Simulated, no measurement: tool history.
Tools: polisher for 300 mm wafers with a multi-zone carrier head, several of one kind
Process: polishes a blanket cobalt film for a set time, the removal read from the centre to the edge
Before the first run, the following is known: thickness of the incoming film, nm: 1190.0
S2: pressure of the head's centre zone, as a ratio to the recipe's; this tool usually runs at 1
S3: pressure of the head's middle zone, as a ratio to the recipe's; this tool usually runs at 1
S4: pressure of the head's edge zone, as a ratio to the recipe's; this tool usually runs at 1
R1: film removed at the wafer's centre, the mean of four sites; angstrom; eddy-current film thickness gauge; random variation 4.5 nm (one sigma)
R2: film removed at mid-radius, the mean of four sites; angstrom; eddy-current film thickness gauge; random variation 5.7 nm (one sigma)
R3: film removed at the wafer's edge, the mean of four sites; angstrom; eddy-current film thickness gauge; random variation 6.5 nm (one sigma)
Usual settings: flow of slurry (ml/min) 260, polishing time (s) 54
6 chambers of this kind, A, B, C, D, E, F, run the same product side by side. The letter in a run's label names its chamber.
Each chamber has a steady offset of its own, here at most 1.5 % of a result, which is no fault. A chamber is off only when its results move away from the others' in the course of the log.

-- day=0.104 chamber C: worn pad replaced by a new one
-- day=0.138 chamber E: centre zone pressure recalibrated
run 1E day=0.379 | flow_of_slurry_(ml/min)=260 S2=1 S3=1 S4=1 polishing_time_(s)=54 | R1=4854 R2=4968.4 R3=4989.2
run 2D day=0.967 | flow_of_slurry_(ml/min)=260 S2=1 S3=1 S4=1 polishing_time_(s)=54 | R1=4882.6 R2=4931.6 R3=4920.3
run 3A day=1.421 | flow_of_slurry_(ml/min)=260 S2=1 S3=1 S4=1 polishing_time_(s)=54 | R1=4887.2 R2=4841.6 R3=4887.1
-- day=1.654 chamber D: worn pad replaced by a new one
run 4B day=1.954 | flow_of_slurry_(ml/min)=260 S2=1 S3=1 S4=1 polishing_time_(s)=54 | R1=4967.2 R2=4872.7 R3=4892
-- day=2.417 chamber B: worn pad replaced by a new one
run 5F day=2.604 | flow_of_slurry_(ml/min)=260 S2=1 S3=1 S4=1 polishing_time_(s)=54 | R1=4961.2 R2=4950.9 R3=4922.9
-- day=2.804 chamber A: worn pad replaced by a new one
run 6C day=2.921 | flow_of_slurry_(ml/min)=260 S2=1 S3=1 S4=1 polishing_time_(s)=54 | R1=4949.8 R2=4917.2 R3=4812.8
run 7A day=3.342 | flow_of_slurry_(ml/min)=260 S2=1 S3=1 S4=1 polishing_time_(s)=54 | R1=4847.5 R2=4904 R3=4804.1
-- day=3.367 chamber B: slurry nozzle cleaned
run 8C day=3.921 | flow_of_slurry_(ml/min)=260 S2=1 S3=1 S4=1 polishing_time_(s)=54 | R1=4997.6 R2=4944.6 R3=4913.5
-- day=4.033 chamber E: worn pad replaced by a new one
-- day=4.362 chamber F: worn pad replaced by a new one
run 9D day=4.596 | flow_of_slurry_(ml/min)=260 S2=1 S3=1 S4=1.04 polishing_time_(s)=54 | R1=4902.2 R2=4946.1 R3=4892.9
-- day=4.683 chamber C: worn pad replaced by a new one
-- day=5.108 chamber F: slurry nozzle cleaned
run 10B day=5.271 | flow_of_slurry_(ml/min)=260 S2=1 S3=1 S4=1.04 polishing_time_(s)=54 | R1=4888 R2=4937.6 R3=5120.6
-- day=5.483 chamber D: worn pad replaced by a new one
run 11F day=5.9 | flow_of_slurry_(ml/min)=260 S2=1 S3=1 S4=1.04 polishing_time_(s)=54 | R1=5018 R2=4815.8 R3=5062.2
run 12E day=6.508 | flow_of_slurry_(ml/min)=260 S2=1 S3=1 S4=1.04 polishing_time_(s)=54 | R1=4815.1 R2=4976.3 R3=4956.6
-- day=6.704 chamber B: worn pad replaced by a new one
-- day=6.746 chamber A: worn pad replaced by a new one
run 13E day=7.142 | flow_of_slurry_(ml/min)=260 S2=1 S3=1 S4=1.04 polishing_time_(s)=54 | R1=4855.9 R2=4828.7 R3=4977.5
-- day=7.238 chamber D: slurry nozzle cleaned
-- day=7.467 chamber C: slurry nozzle cleaned
run 14B day=7.717 | flow_of_slurry_(ml/min)=260 S2=1 S3=1 S4=1.04 polishing_time_(s)=54 | R1=4911.4 R2=4897.9 R3=4988.6
-- day=7.729 chamber E: slurry nozzle cleaned
-- day=8.171 chamber A: slurry nozzle cleaned
-- day=8.212 chamber B: centre zone pressure recalibrated
-- day=8.25 chamber E: worn pad replaced by a new one
run 15A day=8.292 | flow_of_slurry_(ml/min)=260 S2=1 S3=1 S4=1 polishing_time_(s)=54 | R1=4798.2 R2=4945.9 R3=4846.4
-- day=8.333 chamber F: centre zone pressure recalibrated
run 16C day=8.692 | flow_of_slurry_(ml/min)=260 S2=1 S3=1 S4=1 polishing_time_(s)=54 | R1=4916.9 R2=4902.4 R3=4928.5
-- day=8.871 chamber C: edge zone pressure recalibrated
-- day=9.046 chamber C: worn pad replaced by a new one
run 17F day=9.2 | flow_of_slurry_(ml/min)=215 S2=1 S3=1 S4=1 polishing_time_(s)=54 | R1=4791.6 R2=4780.7 R3=4862
run 18D day=9.583 | flow_of_slurry_(ml/min)=215 S2=1 S3=1 S4=1 polishing_time_(s)=54 | R1=4731.6 R2=4814.9 R3=4795.5
-- day=9.596 chamber F: worn pad replaced by a new one
-- day=9.917 chamber D: worn pad replaced by a new one
run 19B day=10.258 | flow_of_slurry_(ml/min)=215 S2=1 S3=1 S4=1 polishing_time_(s)=54 | R1=4764.3 R2=4800.7 R3=4758.7
-- day=10.262 chamber A: worn pad replaced by a new one
run 20A day=10.654 | flow_of_slurry_(ml/min)=215 S2=1 S3=1 S4=1 polishing_time_(s)=54 | R1=4818.4 R2=4771.9 R3=4797.7
-- day=11.292 chamber B: worn pad replaced by a new one
run 21D day=11.296 | flow_of_slurry_(ml/min)=215 S2=1 S3=1 S4=1 polishing_time_(s)=54 | R1=4758.2 R2=4884.9 R3=4800.3
run 22F day=11.812 | flow_of_slurry_(ml/min)=215 S2=1 S3=1 S4=1 polishing_time_(s)=54 | R1=4777.4 R2=4813 R3=4880.6
run 23C day=12.112 | flow_of_slurry_(ml/min)=260 S2=1 S3=1 S4=1 polishing_time_(s)=54 | R1=4874.8 R2=4928.9 R3=4877.1
run 24E day=12.662 | flow_of_slurry_(ml/min)=260 S2=1 S3=1 S4=1 polishing_time_(s)=54 | R1=4835.8 R2=4964.4 R3=4830.2
-- day=12.708 chamber E: centre zone pressure recalibrated
-- day=12.783 chamber E: worn pad replaced by a new one
run 25A day=13.221 | flow_of_slurry_(ml/min)=260 S2=1 S3=1 S4=1 polishing_time_(s)=43 | R1=3923.9 R2=3959.1 R3=3974.3
run 26E day=13.588 | flow_of_slurry_(ml/min)=260 S2=1 S3=1 S4=1 polishing_time_(s)=43 | R1=3823.7 R2=3951.5 R3=3968.3
-- day=13.642 chamber C: worn pad replaced by a new one
-- day=13.746 chamber D: worn pad replaced by a new one
run 27B day=14.246 | flow_of_slurry_(ml/min)=260 S2=1 S3=1 S4=1 polishing_time_(s)=43 | R1=3938 R2=3795.9 R3=3828.8
-- day=14.417 chamber A: worn pad replaced by a new one
-- day=14.55 chamber E: edge zone pressure recalibrated
run 28F day=14.642 | flow_of_slurry_(ml/min)=260 S2=1 S3=1 S4=1 polishing_time_(s)=43 | R1=3936.7 R2=3833.8 R3=3908.9
-- day=14.779 chamber F: worn pad replaced by a new one
run 29C day=14.971 | flow_of_slurry_(ml/min)=260 S2=1 S3=1 S4=1 polishing_time_(s)=43 | R1=3878.8 R2=3875.5 R3=3957.3
run 30D day=15.433 | flow_of_slurry_(ml/min)=260 S2=1 S3=1 S4=1 polishing_time_(s)=43 | R1=3862.3 R2=3924.5 R3=3896.4
-- day=15.604 chamber B: worn pad replaced by a new one
run 31C day=15.796 | flow_of_slurry_(ml/min)=260 S2=1.09 S3=1 S4=1 polishing_time_(s)=46 | R1=4657.8 R2=4163.1 R3=4158.7
run 32D day=16.2 | flow_of_slurry_(ml/min)=260 S2=1.09 S3=1 S4=1 polishing_time_(s)=46 | R1=4511.8 R2=4225 R3=4126.5
-- day=16.271 chamber F: slurry nozzle cleaned
-- day=16.321 chamber B: slurry nozzle cleaned
run 33E day=16.608 | flow_of_slurry_(ml/min)=260 S2=1.09 S3=1 S4=1 polishing_time_(s)=46 | R1=4522.3 R2=4161.1 R3=4171.2
-- day=16.625 chamber E: slurry nozzle cleaned
-- day=16.658 chamber E: worn pad replaced by a new one
run 34F day=16.95 | flow_of_slurry_(ml/min)=260 S2=1.09 S3=1 S4=1 polishing_time_(s)=46 | R1=4641.8 R2=4086.5 R3=4194.2
-- day=17.075 chamber D: slurry nozzle cleaned
run 35A day=17.258 | flow_of_slurry_(ml/min)=260 S2=1.09 S3=1 S4=1 polishing_time_(s)=46 | R1=4604.1 R2=4175.7 R3=4132.8
-- day=17.504 chamber D: worn pad replaced by a new one
run 36B day=17.554 | flow_of_slurry_(ml/min)=260 S2=1.09 S3=1 S4=1 polishing_time_(s)=46 | R1=4614.1 R2=4176.1 R3=4233.1
-- day=18.033 chamber D: edge zone pressure recalibrated
run 37A day=18.125 | flow_of_slurry_(ml/min)=260 S2=1 S3=1 S4=0.89 polishing_time_(s)=54 | R1=4897.3 R2=4863.7 R3=4633.7
-- day=18.575 chamber C: worn pad replaced by a new one
run 38E day=18.8 | flow_of_slurry_(ml/min)=260 S2=1 S3=1 S4=0.89 polishing_time_(s)=54 | R1=4822.7 R2=4901.2 R3=4496.9
run 39F day=19.392 | flow_of_slurry_(ml/min)=260 S2=1 S3=1 S4=0.89 polishing_time_(s)=54 | R1=4918.7 R2=4714.1 R3=4573.5
run 40C day=19.871 | flow_of_slurry_(ml/min)=260 S2=1 S3=1 S4=0.89 polishing_time_(s)=54 | R1=4887 R2=4957 R3=4601.3
-- day=19.888 chamber B: worn pad replaced by a new one
run 41D day=20.317 | flow_of_slurry_(ml/min)=260 S2=1 S3=1 S4=0.89 polishing_time_(s)=54 | R1=4843.8 R2=4993.1 R3=4505.4
run 42B day=20.658 | flow_of_slurry_(ml/min)=260 S2=1 S3=1 S4=0.89 polishing_time_(s)=54 | R1=4932.8 R2=4900.9 R3=4613.2

Is one chamber out of step, is the gauge drifting, or do the chambers differ by no more than their own small offsets? For an off chamber, give its letter and the likeliest cause.

Nothing is wrong: each chamber keeps only its own small, steady offset and the gauge holds still.

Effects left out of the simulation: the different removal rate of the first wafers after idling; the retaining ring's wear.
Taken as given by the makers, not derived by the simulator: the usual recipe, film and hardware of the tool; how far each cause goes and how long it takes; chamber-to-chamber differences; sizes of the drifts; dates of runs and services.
